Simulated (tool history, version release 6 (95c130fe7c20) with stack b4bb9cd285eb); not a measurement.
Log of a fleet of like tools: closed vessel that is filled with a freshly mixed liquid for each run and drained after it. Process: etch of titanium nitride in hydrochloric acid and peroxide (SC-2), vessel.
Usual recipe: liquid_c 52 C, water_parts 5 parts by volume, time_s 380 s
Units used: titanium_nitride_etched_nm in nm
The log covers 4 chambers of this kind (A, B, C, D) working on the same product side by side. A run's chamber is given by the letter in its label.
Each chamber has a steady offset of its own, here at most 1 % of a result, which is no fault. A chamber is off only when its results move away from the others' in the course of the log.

| run | hour | liquid_c | water_parts | time_s | hours since the thermometer was replaced | hours since the chemicals flow meter was replaced | hours since the drum of peroxide was connected | read-back film thickness of the titanium nitride reference wafer, read on the same gauge (nm) | titanium_nitride_etched_nm |
|---|---|---|---|---|---|---|---|---|---|
| 1D | 2.4 | 52 | 5 | 380 | 1105.6 | 90.1 | 397.1 | 80.029 | 18.8310 |
| 2A | 5.4 | 52 | 5 | 380 | 448.5 | 217.1 | 853.9 | 79.983 | 18.5970 |
| 3C | 7.8 | 52 | 5 | 380 | 1646.4 | 854.2 | 280.6 | 79.970 | 18.9690 |
| 4B | 10.6 | 52 | 5 | 380 | 1066.5 | 1150.8 | 40.8 | 79.997 | 18.1000 |
| 5C | 14.4 | 52 | 5 | 380 | 1653.0 | 860.8 | 287.2 | 80.009 | 18.9320 |
| 6A | 18.0 | 52 | 5 | 380 | 461.1 | 229.7 | 866.5 | 79.978 | 18.6090 |
| 7D | 20.7 | 52 | 5 | 380 | 1123.9 | 108.4 | 415.4 | 80.008 | 18.6900 |
| 8B | 25.0 | 52 | 5 | 380 | 1080.9 | 1165.2 | 55.2 | 80.007 | 18.7100 |
| 9A | 27.7 | 52 | 6 | 220 | 470.8 | 239.4 | 876.2 | 79.982 | 9.2874 |
| 10C | 30.0 | 52 | 6 | 220 | 1668.6 | 876.4 | 302.8 | 80.015 | 9.6017 |
| 11B | 34.8 | 52 | 6 | 220 | 1090.7 | 1175.0 | 65.0 | 79.980 | 9.3520 |
| 12D | 37.1 | 52 | 6 | 220 | 1140.3 | 124.8 | 431.8 | 79.991 | 9.3843 |
| 13B | 41.4 | 52 | 5 | 380 | 1097.3 | 1181.6 | 71.6 | 79.981 | 18.4270 |
| 14C | 44.4 | 52 | 5 | 380 | 1683.0 | 890.8 | 317.2 | 80.001 | 18.9050 |
| 15A | 48.1 | 52 | 5 | 380 | 491.2 | 259.8 | 896.6 | 80.015 | 18.2320 |
| 16D | 52.3 | 52 | 5 | 380 | 1155.5 | 140.0 | 447.0 | 79.982 | 18.2240 |
| 17C | 55.2 | 52 | 5 | 380 | 1693.8 | 901.6 | 328.0 | 79.994 | 18.8440 |
| 18D | 58.2 | 52 | 5 | 380 | 1161.4 | 145.9 | 452.9 | 79.997 | 17.8520 |
| 19B | 60.7 | 52 | 5 | 380 | 1116.6 | 1200.9 | 90.9 | 80.021 | 18.6100 |
| 20A | 63.9 | 58 | 5 | 465 | 507.0 | 275.6 | 912.4 | 80.019 | 32.5200 |
| 21A | 67.2 | 58 | 5 | 465 | 510.3 | 278.9 | 915.7 | 80.011 | 33.2570 |
| 22D | 70.4 | 58 | 5 | 465 | 1173.6 | 158.1 | 465.1 | 79.986 | 32.0990 |
| 23C | 74.3 | 58 | 5 | 465 | 1712.9 | 920.7 | 347.1 | 80.009 | 33.7090 |
| 24B | 77.4 | 52 | 5 | 380 | 1133.3 | 1217.6 | 107.6 | 80.004 | 18.4520 |
|  | 81.1 | chamber C: new drum of peroxide connected |
| 25C | 81.7 | 52 | 5 | 380 | 1720.3 | 928.1 | 0.6 | 80.011 | 18.5280 |
| 26B | 84.5 | 52 | 5 | 380 | 1140.4 | 1224.7 | 114.7 | 79.988 | 18.2630 |
| 27A | 88.1 | 52 | 5 | 380 | 531.2 | 299.8 | 936.6 | 80.002 | 18.4340 |
| 28D | 91.6 | 52 | 5 | 380 | 1194.8 | 179.3 | 486.3 | 80.013 | 17.3480 |
| 29D | 96.1 | 52 | 5 | 380 | 1199.3 | 183.8 | 490.8 | 80.001 | 17.0240 |
| 30C | 100.5 | 52 | 5 | 380 | 1739.1 | 946.9 | 19.4 | 79.998 | 18.8940 |
| 31A | 104.4 | 52 | 5 | 245 | 547.5 | 316.1 | 952.9 | 79.992 | 11.7390 |
| 32B | 107.9 | 52 | 5 | 245 | 1163.8 | 1248.1 | 138.1 | 79.967 | 11.9660 |
| 33A | 111.7 | 52 | 5 | 245 | 554.8 | 323.4 | 960.2 | 79.991 | 11.7160 |
| 34D | 116.4 | 52 | 5 | 245 | 1219.6 | 204.1 | 511.1 | 79.997 | 10.6620 |
|  | 116.5 | chamber A: new drum of peroxide connected |
| 35B | 119.0 | 52 | 5 | 380 | 1174.9 | 1259.2 | 149.2 | 80.045 | 18.6400 |
| 36C | 123.2 | 52 | 5 | 380 | 1761.8 | 969.6 | 42.1 | 80.003 | 18.9440 |
| 37C | 126.5 | 52 | 5 | 380 | 1765.1 | 972.9 | 45.4 | 79.966 | 18.5500 |
| 38A | 129.9 | 52 | 5 | 380 | 573.0 | 341.6 | 13.4 | 80.031 | 18.7970 |
| 39B | 134.6 | 52 | 5 | 380 | 1190.5 | 1274.8 | 164.8 | 80.025 | 18.5280 |
| 40D | 137.1 | 52 | 5 | 380 | 1240.3 | 224.8 | 531.8 | 79.990 | 16.5050 |
| 41C | 141.5 | 52 | 5 | 380 | 1780.1 | 987.9 | 60.4 | 79.984 | 19.2200 |

What goes on in this fleet: one chamber off, a drifting gauge, or nothing beyond the chambers' own small offsets? Name the chamber and the cause, if any.

It is chamber D that slowly wanders off from its peers.
What lies behind it: liquid colder than its thermometer reads (K) = 2.09.

Chamber D could run next with any of the 4 candidate recipes listed below; each alters the usual settings, and their results appear as question marks. Which one brings its results back in line with what the other chambers deliver on the usual settings?
Counts as in line when no further than this from what the other chambers average on the usual settings: titanium_nitride_etched_nm 0.6300 nm
| 42D-1 | 145.0 | 51.5 | 5 | 375 |  |  |  |  | ? |
| 42D-2 | 145.0 | 52.5 | 5 | 385 |  |  |  |  | ? |
| 42D-3 | 145.0 | 51.0 | 5 | 355 |  |  |  |  | ? |
| 42D-4 | 145.0 | 52.0 | 5 | 435 |  |  |  |  | ? |

The other chambers' mean on the usual settings: titanium_nitride_etched_nm 18.5980 nm
| run | titanium_nitride_etched_nm |
|---|---|
| 42D-1 | 15.4440 |
| 42D-2 | 16.9610 |
| 42D-3 | 14.1290 |
| 42D-4 | 18.5360 |
Change 42D-4 lands the chamber within the allowed miss of the other chambers.
